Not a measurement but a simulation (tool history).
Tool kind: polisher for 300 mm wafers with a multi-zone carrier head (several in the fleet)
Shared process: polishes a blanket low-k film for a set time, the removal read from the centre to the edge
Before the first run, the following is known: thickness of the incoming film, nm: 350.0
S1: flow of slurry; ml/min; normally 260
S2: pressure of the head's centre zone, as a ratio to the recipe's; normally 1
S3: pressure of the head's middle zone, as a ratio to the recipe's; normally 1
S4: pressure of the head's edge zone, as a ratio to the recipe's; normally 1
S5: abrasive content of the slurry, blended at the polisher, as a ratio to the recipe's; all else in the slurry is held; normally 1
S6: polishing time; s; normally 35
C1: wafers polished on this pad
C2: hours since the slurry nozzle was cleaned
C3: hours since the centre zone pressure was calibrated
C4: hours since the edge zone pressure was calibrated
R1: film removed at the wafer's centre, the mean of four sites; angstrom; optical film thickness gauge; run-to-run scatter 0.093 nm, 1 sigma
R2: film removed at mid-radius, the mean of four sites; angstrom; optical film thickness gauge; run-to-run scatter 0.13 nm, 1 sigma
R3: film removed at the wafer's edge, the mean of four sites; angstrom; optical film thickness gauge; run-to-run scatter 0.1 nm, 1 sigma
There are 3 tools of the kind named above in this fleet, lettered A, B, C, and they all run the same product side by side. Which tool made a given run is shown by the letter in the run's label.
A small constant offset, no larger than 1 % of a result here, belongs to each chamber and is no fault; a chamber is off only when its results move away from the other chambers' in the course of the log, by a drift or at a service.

{"run": "1B", "day": 0.2, "S1": 260, "S2": 1, "S3": 1, "S4": 1, "S5": 1, "S6": 35, "C1": 917, "C2": 436.7, "C3": 505.6, "C4": 151.3, "R1": 90.558, "R2": 91.812, "R3": 88.657}
{"run": "2A", "day": 0.4, "S1": 260, "S2": 1, "S3": 1, "S4": 1, "S5": 1, "S6": 35, "C1": 469, "C2": 667.3, "C3": 815.4, "C4": 22.1, "R1": 90.841, "R2": 91.594, "R3": 91.561}
{"run": "3C", "day": 0.583, "S1": 260, "S2": 1, "S3": 1, "S4": 1, "S5": 1, "S6": 35, "C1": 1194, "C2": 193.7, "C3": 468.2, "C4": 825.5, "R1": 91.528, "R2": 89.439, "R3": 91.614}
{"run": "4C", "day": 0.758, "S1": 260, "S2": 1, "S3": 1, "S4": 1, "S5": 1, "S6": 35, "C1": 1224, "C2": 197.9, "C3": 472.4, "C4": 829.7, "R1": 92.068, "R2": 93.873, "R3": 92.656}
{"run": "5A", "day": 1.008, "S1": 260, "S2": 1, "S3": 1, "S4": 1, "S5": 1, "S6": 35, "C1": 574, "C2": 681.9, "C3": 830, "C4": 36.7, "R1": 90.228, "R2": 88.576, "R3": 89.527}
{"run": "6B", "day": 1.138, "S1": 260, "S2": 1, "S3": 1, "S4": 1, "S5": 1, "S6": 35, "C1": 1079, "C2": 459.2, "C3": 528.1, "C4": 173.8, "R1": 90.94, "R2": 90.694, "R3": 89.023}
{"run": "7B", "day": 1.296, "S1": 260, "S2": 1, "S3": 1, "S4": 1, "S5": 1, "S6": 35, "C1": 1106, "C2": 463, "C3": 531.9, "C4": 177.6, "R1": 91.015, "R2": 90.522, "R3": 88.705}
{"run": "8C", "day": 1.525, "S1": 260, "S2": 1, "S3": 1, "S4": 1, "S5": 1, "S6": 35, "C1": 1357, "C2": 216.3, "C3": 490.8, "C4": 848.1, "R1": 92.867, "R2": 89.961, "R3": 90.611}
{"day": 1.675, "done": "chamber C: worn pad replaced by a new one"}
{"run": "9A", "day": 1.708, "S1": 260, "S2": 1, "S3": 1, "S4": 1, "S5": 1, "S6": 35, "C1": 695, "C2": 698.7, "C3": 846.8, "C4": 53.5, "R1": 91.033, "R2": 93.536, "R3": 89.304}
{"day": 1.879, "done": "chamber B: worn pad replaced by a new one"}
{"run": "10B", "day": 1.892, "S1": 260, "S2": 1, "S3": 1, "S4": 1, "S5": 1, "S6": 35, "C1": 2, "C2": 477.3, "C3": 546.2, "C4": 191.9, "R1": 92.015, "R2": 90.338, "R3": 88.937}
{"run": "11A", "day": 2.142, "S1": 260, "S2": 1, "S3": 1, "S4": 1, "S5": 1, "S6": 35, "C1": 770, "C2": 709.1, "C3": 857.2, "C4": 63.9, "R1": 89.842, "R2": 89.536, "R3": 87.799}
{"run": "12C", "day": 2.3, "S1": 260, "S2": 1, "S3": 1, "S4": 1, "S5": 1, "S6": 35, "C1": 108, "C2": 234.9, "C3": 509.4, "C4": 866.7, "R1": 92.771, "R2": 88.937, "R3": 91.601}
{"run": "13B", "day": 2.55, "S1": 260, "S2": 1, "S3": 1, "S4": 1, "S5": 1, "S6": 35, "C1": 116, "C2": 493.1, "C3": 562, "C4": 207.7, "R1": 90.458, "R2": 90.904, "R3": 89.821}
{"day": 2.654, "done": "chamber A: centre zone pressure recalibrated"}
{"run": "14A", "day": 2.804, "S1": 260, "S2": 1, "S3": 1, "S4": 1, "S5": 1, "S6": 35, "C1": 884, "C2": 725, "C3": 3.7, "C4": 79.8, "R1": 89.519, "R2": 89.896, "R3": 90.685}
{"run": "15C", "day": 3.008, "S1": 260, "S2": 1, "S3": 1, "S4": 1, "S5": 1, "S6": 35, "C1": 230, "C2": 251.9, "C3": 526.4, "C4": 883.7, "R1": 92.585, "R2": 94.159, "R3": 90.018}
{"run": "16A", "day": 3.142, "S1": 260, "S2": 1, "S3": 1, "S4": 1, "S5": 1, "S6": 35, "C1": 943, "C2": 733.1, "C3": 11.8, "C4": 87.9, "R1": 91.31, "R2": 89.143, "R3": 91.521}
{"run": "17C", "day": 3.375, "S1": 260, "S2": 1, "S3": 1, "S4": 1, "S5": 1, "S6": 35, "C1": 293, "C2": 260.7, "C3": 535.2, "C4": 892.5, "R1": 96.324, "R2": 88.883, "R3": 91.21}
{"run": "18B", "day": 3.588, "S1": 260, "S2": 1, "S3": 1, "S4": 1, "S5": 1, "S6": 35, "C1": 295, "C2": 518, "C3": 586.9, "C4": 232.6, "R1": 90.566, "R2": 90.761, "R3": 89.082}
{"run": "19C", "day": 3.762, "S1": 230, "S2": 1, "S3": 1, "S4": 1, "S5": 1, "S6": 25, "C1": 360, "C2": 270, "C3": 544.5, "C4": 901.8, "R1": 66.099, "R2": 63.318, "R3": 63.865}
{"run": "20A", "day": 3.975, "S1": 230, "S2": 1, "S3": 1, "S4": 1, "S5": 1, "S6": 25, "C1": 1086, "C2": 753.1, "C3": 31.8, "C4": 107.9, "R1": 64.298, "R2": 63.62, "R3": 63.523}
{"run": "21B", "day": 4.104, "S1": 230, "S2": 1, "S3": 1, "S4": 1, "S5": 1, "S6": 25, "C1": 384, "C2": 530.4, "C3": 599.3, "C4": 245, "R1": 63.715, "R2": 63.706, "R3": 62.513}
{"run": "22A", "day": 4.333, "S1": 260, "S2": 1, "S3": 1, "S4": 1, "S5": 1, "S6": 35, "C1": 1148, "C2": 761.7, "C3": 40.4, "C4": 116.5, "R1": 91.407, "R2": 92.194, "R3": 89.728}
{"run": "23B", "day": 4.579, "S1": 260, "S2": 1.06, "S3": 1, "S4": 1, "S5": 1, "S6": 28, "C1": 466, "C2": 541.8, "C3": 610.7, "C4": 256.4, "R1": 77.614, "R2": 72.366, "R3": 71.995}
{"run": "24C", "day": 4.7, "S1": 260, "S2": 1.06, "S3": 1, "S4": 1, "S5": 1, "S6": 28, "C1": 522, "C2": 292.5, "C3": 567, "C4": 924.3, "R1": 83.97, "R2": 72.542, "R3": 73.131}
{"run": "25A", "day": 4.842, "S1": 260, "S2": 1.06, "S3": 1, "S4": 1, "S5": 1, "S6": 28, "C1": 1236, "C2": 773.9, "C3": 52.6, "C4": 128.7, "R1": 78.009, "R2": 73.58, "R3": 71.458}
{"day": 4.942, "done": "chamber A: worn pad replaced by a new one"}
{"run": "26C", "day": 4.983, "S1": 260, "S2": 1, "S3": 1, "S4": 1, "S5": 1, "S6": 35, "C1": 571, "C2": 299.3, "C3": 573.8, "C4": 931.1, "R1": 96.425, "R2": 90.318, "R3": 91.271}
{"run": "27B", "day": 5.229, "S1": 260, "S2": 1, "S3": 1, "S4": 1, "S5": 1, "S6": 35, "C1": 578, "C2": 557.4, "C3": 626.3, "C4": 272, "R1": 89.878, "R2": 90.195, "R3": 91.262}
{"run": "28C", "day": 5.379, "S1": 260, "S2": 1, "S3": 1, "S4": 1, "S5": 1, "S6": 35, "C1": 639, "C2": 308.8, "C3": 583.3, "C4": 940.6, "R1": 96.804, "R2": 91.156, "R3": 90.476}
{"day": 5.462, "done": "chamber A: slurry nozzle cleaned"}
{"run": "29B", "day": 5.496, "S1": 260, "S2": 1, "S3": 1, "S4": 1, "S5": 1, "S6": 35, "C1": 624, "C2": 563.8, "C3": 632.7, "C4": 278.4, "R1": 90.456, "R2": 91.057, "R3": 88.084}
{"run": "30A", "day": 5.683, "S1": 260, "S2": 1, "S3": 1, "S4": 1, "S5": 1, "S6": 35, "C1": 128, "C2": 5.4, "C3": 72.8, "C4": 148.9, "R1": 90.988, "R2": 90.543, "R3": 92.763}
{"run": "31B", "day": 5.879, "S1": 260, "S2": 1, "S3": 1, "S4": 1, "S5": 1, "S6": 35, "C1": 690, "C2": 573, "C3": 641.9, "C4": 287.6, "R1": 90.8, "R2": 91.191, "R3": 89.165}
{"run": "32A", "day": 5.996, "S1": 260, "S2": 1, "S3": 1, "S4": 1, "S5": 1, "S6": 35, "C1": 182, "C2": 12.9, "C3": 80.3, "C4": 156.4, "R1": 91.054, "R2": 88.997, "R3": 88.318}
{"run": "33C", "day": 6.129, "S1": 260, "S2": 1, "S3": 1, "S4": 1, "S5": 1, "S6": 45, "C1": 769, "C2": 326.8, "C3": 601.3, "C4": 958.6, "R1": 124.96, "R2": 117.23, "R3": 118.01}
{"run": "34A", "day": 6.254, "S1": 260, "S2": 1, "S3": 1, "S4": 1, "S5": 1, "S6": 45, "C1": 226, "C2": 19.1, "C3": 86.5, "C4": 162.6, "R1": 117.41, "R2": 114.87, "R3": 116.82}
{"run": "35B", "day": 6.504, "S1": 260, "S2": 1, "S3": 1, "S4": 1, "S5": 1, "S6": 45, "C1": 798, "C2": 588, "C3": 656.9, "C4": 302.6, "R1": 116.34, "R2": 114.52, "R3": 112.56}
{"run": "36C", "day": 6.721, "S1": 260, "S2": 1, "S3": 1, "S4": 1, "S5": 1, "S6": 35, "C1": 871, "C2": 341, "C3": 615.5, "C4": 972.8, "R1": 98.798, "R2": 87.613, "R3": 90.963}
{"run": "37B", "day": 6.888, "S1": 260, "S2": 1, "S3": 1, "S4": 1, "S5": 0.75, "S6": 35, "C1": 864, "C2": 597.2, "C3": 666.1, "C4": 311.8, "R1": 78.14, "R2": 77.714, "R3": 77.415}
{"day": 7.029, "done": "chamber B: slurry nozzle cleaned"}
{"run": "38C", "day": 7.038, "S1": 260, "S2": 1, "S3": 1, "S4": 1, "S5": 0.75, "S6": 35, "C1": 926, "C2": 348.6, "C3": 623.1, "C4": 980.4, "R1": 86.488, "R2": 78.674, "R3": 78.046}
{"run": "39A", "day": 7.221, "S1": 260, "S2": 1, "S3": 1, "S4": 1, "S5": 0.75, "S6": 35, "C1": 393, "C2": 42.3, "C3": 109.7, "C4": 185.8, "R1": 78.846, "R2": 78.291, "R3": 77.274}
{"run": "40C", "day": 7.454, "S1": 260, "S2": 1, "S3": 1, "S4": 1, "S5": 1, "S6": 35, "C1": 997, "C2": 358.6, "C3": 633.1, "C4": 990.4, "R1": 99.778, "R2": 91.237, "R3": 91.376}
{"run": "41A", "day": 7.567, "S1": 260, "S2": 1, "S3": 1, "S4": 1, "S5": 1, "S6": 35, "C1": 453, "C2": 50.6, "C3": 118, "C4": 194.1, "R1": 89.775, "R2": 89.67, "R3": 89.743}
{"run": "42B", "day": 7.712, "S1": 260, "S2": 1, "S3": 1, "S4": 1, "S5": 1, "S6": 35, "C1": 1007, "C2": 16.5, "C3": 685.9, "C4": 331.6, "R1": 90.39, "R2": 91.094, "R3": 89.572}
{"day": 7.792, "done": "chamber B: worn pad replaced by a new one"}
{"run": "43B", "day": 7.883, "S1": 260, "S2": 1, "S3": 1, "S4": 1, "S5": 1, "S6": 35, "C1": 16, "C2": 20.6, "C3": 690, "C4": 335.7, "R1": 90.45, "R2": 89.682, "R3": 89.914}

What goes on in this fleet: one chamber off, a drifting gauge, or nothing beyond the chambers' own small offsets? Name the chamber and the cause, if any.

One chamber, C, drifts off from the rest bit by bit.
Likeliest cause: centre zone's pressure above its setpoint, % = 10.

Which of the 4 candidates below, each the usual settings with something changed and its results left as question marks, puts chamber C back in line with what the other chambers give on the usual settings?
To be in line, a result may differ from the other chambers' mean on the usual settings by at most: R1 3.3 angstrom; R2 4.5 angstrom; R3 3.5 angstrom
{"run": "44C-1", "day": 8.067, "S1": 260, "S2": 1.03, "S3": 0.99, "S4": 0.99, "S5": 1, "S6": 35, "R1": "?", "R2": "?", "R3": "?"}
{"run": "44C-2", "day": 8.067, "S1": 260, "S2": 0.97, "S3": 1.01, "S4": 1.01, "S5": 1, "S6": 35, "R1": "?", "R2": "?", "R3": "?"}
{"run": "44C-3", "day": 8.067, "S1": 265, "S2": 1.08, "S3": 0.98, "S4": 0.98, "S5": 1, "S6": 36, "R1": "?", "R2": "?", "R3": "?"}
{"run": "44C-4", "day": 8.067, "S1": 255, "S2": 0.93, "S3": 1.02, "S4": 1.02, "S5": 1, "S6": 34, "R1": "?", "R2": "?", "R3": "?"}

On the usual settings, the other chambers give on average: R1 90.712 angstrom; R2 90.674 angstrom; R3 90.092 angstrom
run=44C-1 R1=103.83 R2=89.564 R3=91.358
run=44C-2 R1=97.345 R2=91.253 R3=92.311
run=44C-3 R1=112.62 R2=91.433 R3=93.624
run=44C-4 R1=90.145 R2=89.28 R3=89.989
It is 44C-4 that realigns the chamber with its peers.

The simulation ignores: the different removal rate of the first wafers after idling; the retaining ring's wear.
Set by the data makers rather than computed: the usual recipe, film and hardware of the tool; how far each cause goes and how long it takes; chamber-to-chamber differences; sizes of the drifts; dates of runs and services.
